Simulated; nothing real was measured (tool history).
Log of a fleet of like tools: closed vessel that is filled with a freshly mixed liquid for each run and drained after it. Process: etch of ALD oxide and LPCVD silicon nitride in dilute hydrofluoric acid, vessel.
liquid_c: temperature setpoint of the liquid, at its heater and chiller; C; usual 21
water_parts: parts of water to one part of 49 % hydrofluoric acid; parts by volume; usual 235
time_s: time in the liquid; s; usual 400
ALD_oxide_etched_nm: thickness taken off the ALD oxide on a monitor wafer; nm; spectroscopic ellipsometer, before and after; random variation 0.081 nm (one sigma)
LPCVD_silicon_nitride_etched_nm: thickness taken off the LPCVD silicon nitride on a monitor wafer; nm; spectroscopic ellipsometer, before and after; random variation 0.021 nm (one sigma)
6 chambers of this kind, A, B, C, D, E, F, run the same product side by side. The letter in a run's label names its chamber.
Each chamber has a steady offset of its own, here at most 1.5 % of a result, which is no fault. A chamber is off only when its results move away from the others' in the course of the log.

| run | hour | liquid_c | water_parts | time_s | read-back film thickness of the ALD oxide reference wafer, read on the same gauge (nm) | read-back film thickness of the LPCVD silicon nitride reference wafer, read on the same gauge (nm) | ALD_oxide_etched_nm | LPCVD_silicon_nitride_etched_nm |
|---|---|---|---|---|---|---|---|---|
| 1F | 4.1 | 21 | 235 | 400 | 109.98 | 50.006 | 12.9210 | 0.69012 |
| 2D | 8.9 | 21 | 235 | 400 | 110.00 | 50.032 | 12.9010 | 0.66250 |
| 3B | 16.6 | 21 | 235 | 400 | 109.98 | 50.013 | 12.8160 | 0.69081 |
| 4E | 22.8 | 21 | 235 | 400 | 110.01 | 50.057 | 12.9710 | 0.68852 |
|  | 24.5 | chamber D: hydrofluoric acid flow meter replaced |
| 5C | 30.5 | 21 | 235 | 400 | 109.98 | 50.027 | 12.9980 | 0.66886 |
| 6A | 38.0 | 21 | 235 | 400 | 110.00 | 49.940 | 12.8450 | 0.62800 |
| 7D | 43.3 | 21 | 235 | 620 | 109.99 | 50.007 | 19.8980 | 1.05760 |
| 8B | 49.3 | 21 | 235 | 620 | 110.00 | 50.008 | 19.9090 | 1.06150 |
| 9A | 55.4 | 21 | 235 | 620 | 110.00 | 50.013 | 19.8720 | 1.02250 |
| 10E | 60.9 | 21 | 235 | 620 | 110.01 | 49.986 | 20.2670 | 1.03910 |
| 11C | 68.6 | 21 | 235 | 620 | 109.98 | 49.994 | 20.3450 | 1.04840 |
| 12F | 76.3 | 21 | 235 | 620 | 110.03 | 49.949 | 19.9360 | 1.07350 |
| 13E | 83.4 | 21 | 235 | 400 | 109.99 | 50.019 | 13.0130 | 0.70664 |
| 14D | 90.1 | 21 | 235 | 400 | 110.02 | 49.976 | 12.9690 | 0.66974 |
| 15F | 94.5 | 21 | 235 | 400 | 109.98 | 50.009 | 13.0570 | 0.70236 |
| 16B | 98.6 | 21 | 235 | 400 | 109.99 | 50.031 | 12.9750 | 0.67353 |
| 17C | 102.3 | 21 | 235 | 400 | 109.98 | 49.994 | 12.9760 | 0.68331 |
|  | 102.8 | chamber E: hydrofluoric acid flow meter replaced |
| 18A | 110.3 | 21 | 305 | 245 | 110.02 | 50.017 | 5.6986 | 0.33219 |
| 19D | 118.8 | 21 | 305 | 245 | 110.00 | 49.973 | 5.6480 | 0.31867 |
| 20C | 125.0 | 21 | 305 | 245 | 110.00 | 50.024 | 5.7234 | 0.31313 |
| 21F | 129.2 | 21 | 305 | 245 | 110.01 | 50.037 | 5.7717 | 0.33510 |
|  | 134.0 | chamber E: thermometer replaced |
| 22E | 136.3 | 21 | 305 | 245 | 109.99 | 50.010 | 5.7339 | 0.32916 |
| 23A | 142.0 | 21 | 305 | 245 | 109.99 | 49.960 | 5.6067 | 0.32356 |
| 24B | 150.7 | 21 | 235 | 400 | 109.99 | 49.996 | 13.0320 | 0.70296 |
| 25F | 154.7 | 21 | 235 | 400 | 110.00 | 49.999 | 12.9160 | 0.69451 |
| 26E | 163.0 | 21 | 235 | 400 | 110.00 | 49.988 | 12.9460 | 0.68178 |
| 27A | 166.8 | 21 | 235 | 400 | 110.02 | 49.957 | 12.7910 | 0.68633 |
| 28B | 173.1 | 17 | 180 | 400 | 110.00 | 49.994 | 15.1670 | 0.65631 |
| 29D | 179.3 | 17 | 180 | 400 | 110.00 | 50.003 | 14.1790 | 0.59137 |
| 30C | 183.4 | 17 | 180 | 400 | 109.99 | 49.977 | 15.2430 | 0.68930 |
| 31A | 190.4 | 17 | 180 | 400 | 110.01 | 49.957 | 15.1730 | 0.66365 |
|  | 192.7 | chamber A: thermometer replaced |
| 32F | 194.4 | 17 | 180 | 400 | 110.03 | 50.018 | 15.4490 | 0.67710 |
| 33E | 202.0 | 17 | 180 | 400 | 110.01 | 49.998 | 15.4390 | 0.71164 |
| 34B | 207.2 | 21 | 235 | 400 | 110.01 | 49.975 | 12.9710 | 0.63082 |
| 35C | 214.5 | 21 | 235 | 400 | 109.99 | 50.051 | 13.0050 | 0.65024 |
| 36D | 218.4 | 21 | 235 | 400 | 110.00 | 50.004 | 11.8910 | 0.60211 |
| 37B | 225.7 | 21 | 235 | 400 | 110.01 | 49.987 | 12.8740 | 0.65636 |
| 38A | 230.1 | 21 | 235 | 400 | 109.99 | 49.989 | 12.9970 | 0.69285 |

What goes on in this fleet: one chamber off, a drifting gauge, or nothing beyond the chambers' own small offsets? Name the chamber and the cause, if any.

Chamber D drifts away from the others.
Cause: liquid colder than its thermometer reads (K) = 2.36.

Here are 4 candidates for chamber D's next run, each the usual settings with a change, their results left as question marks. Which one brings its results back in line with what the others give on the usual settings?
In line means no further than this from the other chambers' mean on the usual settings: ALD_oxide_etched_nm 0.2800 nm; LPCVD_silicon_nitride_etched_nm 0.07200 nm
| 39D-1 | 236.3 | 22 | 245 | 420 |  |  | ? | ? |
| 39D-2 | 236.3 | 19 | 220 | 365 |  |  | ? | ? |
| 39D-3 | 236.3 | 20 | 225 | 380 |  |  | ? | ? |
| 39D-4 | 236.3 | 23 | 250 | 440 |  |  | ? | ? |

The other chambers' mean on the usual settings: ALD_oxide_etched_nm 12.9800 nm; LPCVD_silicon_nitride_etched_nm 0.67829 nm
| run | ALD_oxide_etched_nm | LPCVD_silicon_nitride_etched_nm |
|---|---|---|
| 39D-1 | 12.3630 | 0.63868 |
| 39D-2 | 10.8940 | 0.50540 |
| 39D-3 | 11.4840 | 0.55043 |
| 39D-4 | 13.1110 | 0.69913 |
39D-4 brings the chamber back in line.
